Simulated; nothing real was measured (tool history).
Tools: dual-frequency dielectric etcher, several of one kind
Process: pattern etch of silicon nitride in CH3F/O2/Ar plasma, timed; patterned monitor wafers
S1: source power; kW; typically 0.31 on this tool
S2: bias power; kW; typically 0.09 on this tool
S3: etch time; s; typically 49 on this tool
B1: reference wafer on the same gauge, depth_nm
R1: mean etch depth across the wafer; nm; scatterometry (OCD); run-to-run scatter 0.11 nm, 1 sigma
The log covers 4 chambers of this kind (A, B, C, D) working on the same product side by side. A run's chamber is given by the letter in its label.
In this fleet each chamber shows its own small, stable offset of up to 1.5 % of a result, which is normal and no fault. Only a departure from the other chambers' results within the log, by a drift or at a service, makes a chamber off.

run   hour    S1     S2  S3      B1      R1
 1D   13.5  0.31   0.09  49  38.599  34.159
 2A   22.3  0.31   0.09  49  38.619  33.633
 3B   29.7  0.31   0.09  49  38.607  33.942
 4C   41.8  0.31   0.09  49  38.582   33.49
 5A   55.5  0.31   0.09  49  38.604  33.556
 6C     65  0.31   0.09  49  38.598  33.549
 7B   78.7  0.31   0.09  49  38.603  33.899
 8D   88.7  0.31   0.09  49  38.595  34.426
 9C   96.8  0.31   0.09  49   38.61  33.215
10D    108  0.31   0.09  49  38.579  34.369
11B  118.3  0.31   0.09  49  38.572  33.753
12A  126.4  0.31   0.09  49  38.584  33.753
13D  135.1  0.31   0.09  49  38.602  34.521
14A  143.1  0.31   0.09  49   38.65  33.659
     155.3  -- chamber B: bias power generator calibrated
     156.8  -- chamber A: wet clean of the chamber
15C  157.7  0.31   0.09  49  38.573  33.368
16B  168.8  0.31   0.09  49    38.6  33.942
17D  179.8  0.31   0.09  49  38.572  34.706
18C  193.1  0.31   0.09  49  38.605  33.349
19A  201.2  0.31   0.09  49  38.642  33.544
     209.3  -- chamber C: wet clean of the chamber
20B    215  0.37  0.098  49  38.612  37.193
21B  226.2  0.37  0.098  49  38.619   37.12
22A  237.1  0.37  0.098  49  38.592  36.959
23D  248.4  0.37  0.098  49    38.6  38.414
24C  262.2  0.39  0.102  49  38.615  38.354
25B  276.5  0.39  0.102  49  38.582  38.659
26C  288.6  0.39  0.102  49  38.614  38.195
27A  303.6  0.39  0.102  49  38.628  38.341
28D  317.9  0.31   0.09  49  38.578  35.306
29B  326.1  0.25   0.09  49  38.602  31.471
30D    341  0.25   0.09  49  38.608  32.449
31A  355.2  0.25   0.09  49  38.588  30.992
32C  362.7  0.25   0.09  49  38.602  30.884

Predict what each chamber gives when all 4 of them run the settings below next.
33A  373.8  0.31  0.09  49       ?
33B  373.8  0.31  0.09  49       ?
33C  373.8  0.31  0.09  49       ?
33D  373.8  0.31  0.09  49       ?

run      R1
33A  33.669
33B  34.135
33C  33.577
33D   35.23
